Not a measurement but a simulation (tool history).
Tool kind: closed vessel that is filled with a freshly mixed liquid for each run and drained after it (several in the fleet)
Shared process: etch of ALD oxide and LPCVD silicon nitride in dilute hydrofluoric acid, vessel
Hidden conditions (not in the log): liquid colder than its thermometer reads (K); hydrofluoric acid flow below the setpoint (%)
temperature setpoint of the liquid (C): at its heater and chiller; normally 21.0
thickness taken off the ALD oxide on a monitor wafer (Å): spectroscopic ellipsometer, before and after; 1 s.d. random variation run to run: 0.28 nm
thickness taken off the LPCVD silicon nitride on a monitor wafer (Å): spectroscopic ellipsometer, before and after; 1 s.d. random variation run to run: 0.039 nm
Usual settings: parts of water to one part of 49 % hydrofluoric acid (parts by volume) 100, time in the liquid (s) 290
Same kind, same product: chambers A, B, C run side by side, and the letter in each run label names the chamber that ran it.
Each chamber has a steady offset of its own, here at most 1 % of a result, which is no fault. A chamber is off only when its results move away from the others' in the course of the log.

| run | hour | temperature setpoint of the liquid (C) | parts of water to one part of 49 % hydrofluoric acid (parts by volume) | time in the liquid (s) | hours since the thermometer was replaced | hours since the hydrofluoric acid flow meter was replaced | read-back film thickness of the ALD oxide reference wafer, read on the same gauge (nm) | read-back film thickness of the LPCVD silicon nitride reference wafer, read on the same gauge (nm) | thickness taken off the ALD oxide on a monitor wafer (Å) | thickness taken off the LPCVD silicon nitride on a monitor wafer (Å) |
|---|---|---|---|---|---|---|---|---|---|---|
| 1B | 11.6 | 21.0 | 100 | 290 | 1720.8 | 1960.1 | 49.995 | 129.98 | 497.48 | 11.2130 |
| 2C | 27.0 | 21.0 | 100 | 290 | 316.6 | 1343.1 | 50.013 | 129.94 | 504.55 | 12.6510 |
| 3A | 35.8 | 21.0 | 100 | 290 | 335.1 | 192.8 | 49.998 | 130.01 | 502.47 | 12.1730 |
|  | 37.0 | chamber B: hydrofluoric acid flow meter replaced |
| 4A | 45.2 | 21.0 | 100 | 290 | 344.5 | 202.2 | 50.007 | 129.96 | 504.05 | 12.2680 |
| 5C | 54.7 | 18.0 | 85 | 290 | 344.3 | 1370.8 | 50.002 | 129.99 | 536.52 | 11.2710 |
| 6B | 70.4 | 18.0 | 85 | 290 | 1779.6 | 33.5 | 49.999 | 129.97 | 536.36 | 11.1870 |
| 7B | 84.3 | 18.0 | 85 | 290 | 1793.5 | 47.4 | 49.976 | 129.94 | 535.30 | 11.9520 |
| 8A | 91.7 | 23.5 | 85 | 290 | 391.0 | 248.7 | 49.991 | 129.98 | 666.31 | 16.0810 |
| 9C | 101.6 | 23.5 | 85 | 290 | 391.2 | 1417.7 | 49.987 | 130.00 | 669.96 | 16.4870 |
| 10C | 109.2 | 23.5 | 85 | 290 | 398.8 | 1425.3 | 50.018 | 130.03 | 668.28 | 16.0050 |
| 11A | 122.3 | 21.0 | 100 | 290 | 421.6 | 279.3 | 50.008 | 130.03 | 502.85 | 12.1920 |
| 12B | 134.5 | 21.0 | 100 | 290 | 1843.7 | 97.6 | 49.991 | 130.01 | 498.80 | 12.1170 |
| 13C | 143.3 | 21.0 | 100 | 290 | 432.9 | 1459.4 | 50.001 | 129.99 | 510.51 | 12.1320 |
| 14A | 154.9 | 21.0 | 100 | 140 | 454.2 | 311.9 | 50.000 | 130.00 | 246.59 | 5.8099 |
| 15B | 168.3 | 21.0 | 100 | 140 | 1877.5 | 131.4 | 49.984 | 130.07 | 241.82 | 5.8592 |
| 16B | 177.5 | 21.0 | 100 | 140 | 1886.7 | 140.6 | 50.021 | 130.00 | 240.46 | 5.8086 |
| 17C | 185.2 | 21.0 | 100 | 290 | 474.8 | 1501.3 | 49.989 | 130.04 | 503.66 | 11.7280 |
| 18A | 195.5 | 21.0 | 100 | 290 | 494.8 | 352.5 | 49.976 | 129.99 | 502.85 | 12.1490 |
| 19C | 210.1 | 21.0 | 100 | 290 | 499.7 | 1526.2 | 49.974 | 129.95 | 501.32 | 12.1760 |
| 20B | 226.3 | 21.0 | 115 | 290 | 1935.5 | 189.4 | 50.001 | 129.98 | 427.77 | 10.7440 |
| 21A | 241.0 | 21.0 | 115 | 290 | 540.3 | 398.0 | 49.974 | 130.04 | 425.79 | 10.4160 |
| 22B | 250.0 | 21.0 | 115 | 290 | 1959.2 | 213.1 | 49.994 | 129.96 | 425.92 | 10.6470 |
| 23A | 260.4 | 21.0 | 50 | 140 | 559.7 | 417.4 | 49.994 | 129.99 | 506.72 | 10.7900 |
| 24C | 276.7 | 21.0 | 50 | 140 | 566.3 | 1592.8 | 49.994 | 130.00 | 524.39 | 11.2000 |
| 25B | 290.4 | 21.0 | 50 | 140 | 1999.6 | 253.5 | 49.992 | 130.02 | 514.16 | 11.4900 |
| 26C | 300.5 | 21.0 | 100 | 290 | 590.1 | 1616.6 | 50.014 | 129.97 | 504.32 | 11.8840 |
| 27A | 312.8 | 21.0 | 100 | 290 | 612.1 | 469.8 | 49.988 | 129.99 | 481.00 | 11.3240 |
| 28A | 325.0 | 21.0 | 100 | 290 | 624.3 | 482.0 | 49.976 | 130.03 | 485.51 | 10.9230 |
| 29C | 336.3 | 21.0 | 100 | 290 | 625.9 | 1652.4 | 49.973 | 129.99 | 503.05 | 11.8560 |
| 30B | 351.2 | 21.0 | 100 | 210 | 2060.4 | 314.3 | 49.996 | 129.93 | 361.45 | 8.9460 |
| 31A | 362.7 | 21.0 | 100 | 210 | 662.0 | 519.7 | 50.008 | 129.99 | 349.91 | 7.9905 |
| 32B | 374.9 | 21.0 | 100 | 210 | 2084.1 | 338.0 | 50.021 | 130.04 | 360.81 | 8.7824 |
| 33C | 384.2 | 21.0 | 100 | 290 | 673.8 | 1700.3 | 49.999 | 129.99 | 500.66 | 11.8820 |
| 34B | 399.2 | 21.0 | 100 | 290 | 2108.4 | 362.3 | 49.987 | 130.05 | 498.07 | 12.2020 |

Next, all 3 chambers run the settings below, one line each with question marks for the results. What does each chamber give?
| 35A | 410.9 | 21.0 | 100 | 200 |  |  |  |  | ? | ? |
| 35B | 410.9 | 21.0 | 100 | 200 |  |  |  |  | ? | ? |
| 35C | 410.9 | 21.0 | 100 | 200 |  |  |  |  | ? | ? |

| run | thickness taken off the ALD oxide on a monitor wafer (Å) | thickness taken off the LPCVD silicon nitride on a monitor wafer (Å) |
|---|---|---|
| 35A | 326.14 | 7.7421 |
| 35B | 343.88 | 8.4725 |
| 35C | 347.52 | 8.8691 |
